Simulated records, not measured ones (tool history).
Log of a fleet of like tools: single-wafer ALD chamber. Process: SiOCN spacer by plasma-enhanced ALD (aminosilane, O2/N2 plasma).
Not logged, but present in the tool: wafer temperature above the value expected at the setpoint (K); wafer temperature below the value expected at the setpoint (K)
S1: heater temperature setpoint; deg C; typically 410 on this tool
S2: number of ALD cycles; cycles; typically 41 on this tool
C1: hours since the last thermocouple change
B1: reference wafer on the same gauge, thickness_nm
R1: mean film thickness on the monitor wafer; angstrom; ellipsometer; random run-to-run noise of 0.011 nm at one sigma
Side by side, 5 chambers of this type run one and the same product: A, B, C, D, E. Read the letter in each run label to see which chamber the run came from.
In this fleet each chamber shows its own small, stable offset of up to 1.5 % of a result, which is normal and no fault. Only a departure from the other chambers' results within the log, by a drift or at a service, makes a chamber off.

-- day=0.029 chamber E: thermocouple changed; heater temperature recalibrated
run 1C day=0.508 | S1=410 S2=41 | C1=65.2 | B1=2.0784 | R1=23.561
run 2E day=0.992 | S1=410 S2=41 | C1=23.2 | B1=2.0829 | R1=24.017
run 3D day=1.517 | S1=410 S2=41 | C1=1251.8 | B1=2.0816 | R1=24.112
run 4A day=1.779 | S1=410 S2=41 | C1=188.1 | B1=2.0801 | R1=23.896
run 5B day=2.267 | S1=410 S2=41 | C1=1603.2 | B1=2.0824 | R1=23.786
run 6D day=2.554 | S1=410 S2=41 | C1=1276.7 | B1=2.0818 | R1=23.836
run 7B day=3.079 | S1=410 S2=41 | C1=1622.7 | B1=2.0812 | R1=23.866
run 8C day=3.375 | S1=410 S2=41 | C1=134.0 | B1=2.0786 | R1=23.695
run 9A day=3.758 | S1=410 S2=41 | C1=235.6 | B1=2.0812 | R1=23.678
run 10E day=4.046 | S1=410 S2=41 | C1=96.5 | B1=2.0777 | R1=24.086
run 11C day=4.492 | S1=410 S2=41 | C1=160.8 | B1=2.0814 | R1=23.736
run 12D day=4.896 | S1=410 S2=41 | C1=1332.9 | B1=2.0780 | R1=24.096
run 13E day=5.308 | S1=410 S2=41 | C1=126.8 | B1=2.0800 | R1=23.985
-- day=5.388 chamber D: thermocouple changed; heater temperature recalibrated
run 14A day=5.717 | S1=410 S2=41 | C1=282.6 | B1=2.0804 | R1=23.770
run 15B day=6.021 | S1=410 S2=41 | C1=1693.3 | B1=2.0834 | R1=23.606
run 16A day=6.296 | S1=410 S2=41 | C1=296.5 | B1=2.0806 | R1=23.816
run 17E day=6.779 | S1=410 S2=41 | C1=162.1 | B1=2.0810 | R1=23.999
run 18D day=7.296 | S1=410 S2=41 | C1=45.8 | B1=2.0776 | R1=24.036
run 19C day=7.783 | S1=419 S2=48 | C1=239.8 | B1=2.0820 | R1=27.081
run 20B day=8.154 | S1=419 S2=48 | C1=1744.5 | B1=2.0780 | R1=26.909
run 21A day=8.462 | S1=419 S2=48 | C1=348.5 | B1=2.0817 | R1=27.010
run 22D day=8.967 | S1=419 S2=48 | C1=85.9 | B1=2.0799 | R1=27.435
run 23C day=9.288 | S1=419 S2=48 | C1=275.9 | B1=2.0803 | R1=27.053
run 24B day=9.654 | S1=410 S2=41 | C1=1780.5 | B1=2.0793 | R1=23.726
run 25E day=10.121 | S1=410 S2=41 | C1=242.3 | B1=2.0797 | R1=23.980
run 26D day=10.412 | S1=410 S2=41 | C1=120.6 | B1=2.0795 | R1=24.233
run 27A day=10.758 | S1=410 S2=41 | C1=403.6 | B1=2.0807 | R1=23.831
run 28E day=11.075 | S1=410 S2=41 | C1=265.2 | B1=2.0797 | R1=23.808
run 29C day=11.500 | S1=410 S2=41 | C1=329.0 | B1=2.0799 | R1=23.806
run 30B day=11.921 | S1=410 S2=41 | C1=1834.9 | B1=2.0817 | R1=23.668
run 31B day=12.342 | S1=410 S2=41 | C1=1845.0 | B1=2.0814 | R1=23.839
run 32A day=12.875 | S1=410 S2=41 | C1=454.4 | B1=2.0808 | R1=23.702
run 33E day=13.275 | S1=410 S2=41 | C1=318.0 | B1=2.0809 | R1=23.906
run 34D day=13.808 | S1=410 S2=41 | C1=202.1 | B1=2.0812 | R1=24.057
run 35C day=14.088 | S1=410 S2=41 | C1=391.1 | B1=2.0785 | R1=23.876
run 36C day=14.612 | S1=410 S2=41 | C1=403.7 | B1=2.0796 | R1=23.951
run 37E day=14.883 | S1=410 S2=41 | C1=356.6 | B1=2.0806 | R1=24.127

All 5 chambers run these settings next. Forecast each chamber's results:
run 38A day=15.304 | S1=410 S2=41 | R1=?
run 38B day=15.304 | S1=410 S2=41 | R1=?
run 38C day=15.304 | S1=410 S2=41 | R1=?
run 38D day=15.304 | S1=410 S2=41 | R1=?
run 38E day=15.304 | S1=410 S2=41 | R1=?

run=38A R1=23.632
run=38B R1=23.574
run=38C R1=23.615
run=38D R1=24.118
run=38E R1=23.888
